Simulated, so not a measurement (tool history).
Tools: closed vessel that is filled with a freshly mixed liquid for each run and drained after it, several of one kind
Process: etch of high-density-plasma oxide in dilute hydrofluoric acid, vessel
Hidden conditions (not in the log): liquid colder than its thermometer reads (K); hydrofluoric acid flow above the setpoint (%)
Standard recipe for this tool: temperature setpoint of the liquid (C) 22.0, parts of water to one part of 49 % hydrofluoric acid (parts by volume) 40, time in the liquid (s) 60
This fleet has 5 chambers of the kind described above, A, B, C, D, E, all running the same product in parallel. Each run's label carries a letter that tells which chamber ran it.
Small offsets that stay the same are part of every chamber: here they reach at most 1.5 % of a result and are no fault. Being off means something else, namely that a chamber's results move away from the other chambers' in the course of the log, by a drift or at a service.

| run | hour | temperature setpoint of the liquid (C) | parts of water to one part of 49 % hydrofluoric acid (parts by volume) | time in the liquid (s) | hours since the thermometer was replaced | hours since the hydrofluoric acid flow meter was replaced | read-back film thickness of the high-density-plasma oxide reference wafer, read on the same gauge (nm) | thickness taken off the high-density-plasma oxide on a monitor wafer (nm) |
|---|---|---|---|---|---|---|---|---|
| 1E | 14.3 | 22.0 | 40 | 60 | 1194.9 | 436.1 | 89.985 | 12.3150 |
| 2C | 25.7 | 22.0 | 40 | 60 | 1116.6 | 1043.3 | 89.999 | 12.3360 |
| 3B | 36.8 | 22.0 | 40 | 60 | 469.5 | 128.0 | 90.004 | 12.5790 |
| 4A | 45.5 | 22.0 | 40 | 60 | 634.0 | 1091.8 | 89.996 | 12.5000 |
| 5D | 54.8 | 18.0 | 40 | 35 | 780.3 | 743.8 | 90.011 | 6.1123 |
| 6C | 63.8 | 18.0 | 40 | 35 | 1154.7 | 1081.4 | 90.005 | 5.9693 |
| 7A | 73.8 | 18.0 | 40 | 35 | 662.3 | 1120.1 | 89.994 | 6.0487 |
| 8E | 82.0 | 18.0 | 40 | 35 | 1262.6 | 503.8 | 89.993 | 6.1434 |
| 9B | 89.3 | 18.0 | 40 | 35 | 522.0 | 180.5 | 89.992 | 6.1517 |
| 10D | 102.4 | 22.0 | 40 | 60 | 827.9 | 791.4 | 89.988 | 12.4300 |
| 11A | 111.2 | 22.0 | 40 | 60 | 699.7 | 1157.5 | 89.994 | 12.5200 |
| 12E | 119.6 | 22.0 | 40 | 60 | 1300.2 | 541.4 | 90.004 | 12.5490 |
| 13D | 131.9 | 18.0 | 55 | 60 | 857.4 | 820.9 | 90.004 | 7.3947 |
| 14B | 141.8 | 18.0 | 55 | 60 | 574.5 | 233.0 | 90.000 | 7.4778 |
| 15C | 152.8 | 18.0 | 55 | 60 | 1243.7 | 1170.4 | 89.992 | 7.4527 |
| 16B | 164.0 | 18.0 | 55 | 60 | 596.7 | 255.2 | 90.005 | 7.4653 |
| 17D | 176.7 | 18.0 | 55 | 60 | 902.2 | 865.7 | 90.026 | 7.4808 |
| 18A | 183.1 | 22.0 | 40 | 60 | 771.6 | 1229.4 | 90.009 | 12.2800 |
| 19E | 196.8 | 22.0 | 40 | 60 | 1377.4 | 618.6 | 90.007 | 12.2280 |
| 20C | 206.5 | 22.0 | 40 | 60 | 1297.4 | 1224.1 | 90.005 | 12.3100 |
| 21A | 218.1 | 22.0 | 40 | 60 | 806.6 | 1264.4 | 89.990 | 12.5450 |
| 22C | 231.5 | 22.0 | 40 | 60 | 1322.4 | 1249.1 | 89.999 | 12.2310 |
| 23D | 240.9 | 22.0 | 40 | 60 | 966.4 | 929.9 | 90.012 | 12.5520 |
| 24B | 250.1 | 22.0 | 40 | 60 | 682.8 | 341.3 | 90.001 | 12.6050 |
| 25E | 260.9 | 22.0 | 40 | 60 | 1441.5 | 682.7 | 90.009 | 12.4720 |
| 26C | 269.6 | 22.0 | 40 | 60 | 1360.5 | 1287.2 | 89.993 | 12.6360 |
| 27B | 282.7 | 22.0 | 40 | 60 | 715.4 | 373.9 | 90.012 | 12.4660 |
|  | 291.3 | chamber C: thermometer replaced |
| 28A | 296.0 | 22.0 | 40 | 60 | 884.5 | 1342.3 | 90.003 | 12.4540 |
|  | 299.6 | chamber B: thermometer replaced |
| 29E | 309.4 | 22.0 | 25 | 40 | 1490.0 | 731.2 | 90.006 | 13.6410 |
| 30D | 316.5 | 22.0 | 25 | 40 | 1042.0 | 1005.5 | 90.020 | 13.5770 |
| 31C | 328.2 | 22.0 | 25 | 40 | 36.9 | 1345.8 | 89.992 | 13.4660 |
| 32D | 342.6 | 22.0 | 25 | 40 | 1068.1 | 1031.6 | 90.012 | 13.5050 |
| 33E | 356.1 | 22.0 | 25 | 40 | 1536.7 | 777.9 | 90.004 | 13.5660 |
| 34B | 366.6 | 22.0 | 40 | 60 | 67.1 | 457.8 | 90.005 | 12.6340 |
| 35A | 373.5 | 22.0 | 40 | 60 | 962.0 | 1419.8 | 89.977 | 12.2840 |

All chambers now run identical settings, listed one chamber a line with results as question marks. What results will each chamber show?
| 36A | 383.8 | 24.5 | 40 | 60 |  |  |  | ? |
| 36B | 383.8 | 24.5 | 40 | 60 |  |  |  | ? |
| 36C | 383.8 | 24.5 | 40 | 60 |  |  |  | ? |
| 36D | 383.8 | 24.5 | 40 | 60 |  |  |  | ? |
| 36E | 383.8 | 24.5 | 40 | 60 |  |  |  | ? |

| run | thickness taken off the high-density-plasma oxide on a monitor wafer (nm) |
|---|---|
| 36A | 13.9250 |
| 36B | 13.8980 |
| 36C | 13.8280 |
| 36D | 13.6970 |
| 36E | 13.6880 |
